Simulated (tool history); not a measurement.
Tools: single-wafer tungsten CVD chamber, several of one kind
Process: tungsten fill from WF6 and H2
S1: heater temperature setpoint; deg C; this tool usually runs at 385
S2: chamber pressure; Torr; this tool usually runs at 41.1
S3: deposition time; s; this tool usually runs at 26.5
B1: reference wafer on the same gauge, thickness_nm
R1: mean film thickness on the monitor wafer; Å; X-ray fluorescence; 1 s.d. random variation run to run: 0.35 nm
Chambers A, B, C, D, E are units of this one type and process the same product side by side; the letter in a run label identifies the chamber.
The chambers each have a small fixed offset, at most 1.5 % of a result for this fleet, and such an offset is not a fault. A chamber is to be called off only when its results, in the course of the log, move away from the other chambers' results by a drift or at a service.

run,hour,S1,S2,S3,B1,R1
1E,9.7,385,41.1,26.5,65.317,659.6
2B,15.6,385,41.1,26.5,65.294,667.73
# hour 19.5: chamber E: capacitance manometer re-zeroed and calibrated
3A,25.2,385,41.1,26.5,65.263,662.65
# hour 31.4: chamber D: capacitance manometer re-zeroed and calibrated
4D,32.1,385,41.1,26.5,65.274,673.4
5C,37.6,385,41.1,26.5,65.205,663.74
6B,42.8,385,41.1,26.5,65.276,667.07
7A,49.5,385,41.1,26.5,65.279,666.62
8E,55.1,385,41.1,26.5,65.302,670.14
9D,60.1,385,41.1,26.5,65.334,665.28
10C,66.3,385,41.1,26.5,65.261,661.69
11E,76.6,385,41.1,26.5,65.319,664.97
12A,83.5,385,41.1,26.5,65.347,672.28
13D,93.6,385,41.1,26.5,65.308,666
14C,104.1,385,41.1,26.5,65.192,659.9
15B,110.7,379,41.1,22.4,65.381,500.21
16D,117.4,379,41.1,22.4,65.339,499.82
17B,122.9,379,41.1,22.4,65.287,497.87
# hour 124.5: chamber B: thermocouple changed; heater temperature recalibrated
18C,130.1,379,41.1,22.4,65.311,496.39
19E,140,379,41.1,22.4,65.234,500.36
20A,145.1,385,41.1,26.5,65.248,664.65
21B,153.2,385,41.1,26.5,65.329,649.81
22E,158.5,385,44.5,24.3,65.274,624.71
23C,163.4,385,44.5,24.3,65.388,631.81
24A,173.6,385,44.5,24.3,65.338,632.15
25D,180.4,385,44.5,24.3,65.3,632.68
26E,186.5,385,44.5,24.3,65.368,629.42
27A,191.9,385,41.1,26.5,65.377,660.86
28C,200.2,385,41.1,26.5,65.251,651.8
29D,205.1,385,49.6,26.5,65.272,730.57
30B,213.6,385,49.6,26.5,65.292,700
31D,222.7,385,49.6,26.5,65.377,724.22
32C,227.9,385,49.6,26.5,65.364,721.04
# hour 229: chamber D: thermocouple changed; heater temperature recalibrated
33A,235.2,385,49.6,26.5,65.203,727.83
34E,243.5,385,41.1,26.5,65.328,663.47
35B,248.1,385,41.1,26.5,65.228,646.55
36E,256.1,385,37.9,26.5,65.243,640.21
37B,261,385,37.9,26.5,65.236,623.18
38C,266,385,37.9,26.5,65.287,633.02
39D,271.2,385,37.9,26.5,65.364,634.91
40A,279.8,385,37.9,26.5,65.361,643.54
41C,284.8,385,41.1,26.5,65.177,659.78
42B,293.8,385,41.1,26.5,65.316,647.63
43E,302.1,385,41.1,26.5,65.212,663.05

Predict what each chamber gives when all 5 of them run the settings below next.
44A,309.7,385,41.1,26.5,,?
44B,309.7,385,41.1,26.5,,?
44C,309.7,385,41.1,26.5,,?
44D,309.7,385,41.1,26.5,,?
44E,309.7,385,41.1,26.5,,?

run,R1
44A,667.21
44B,645.96
44C,661.76
44D,666.36
44E,667.18
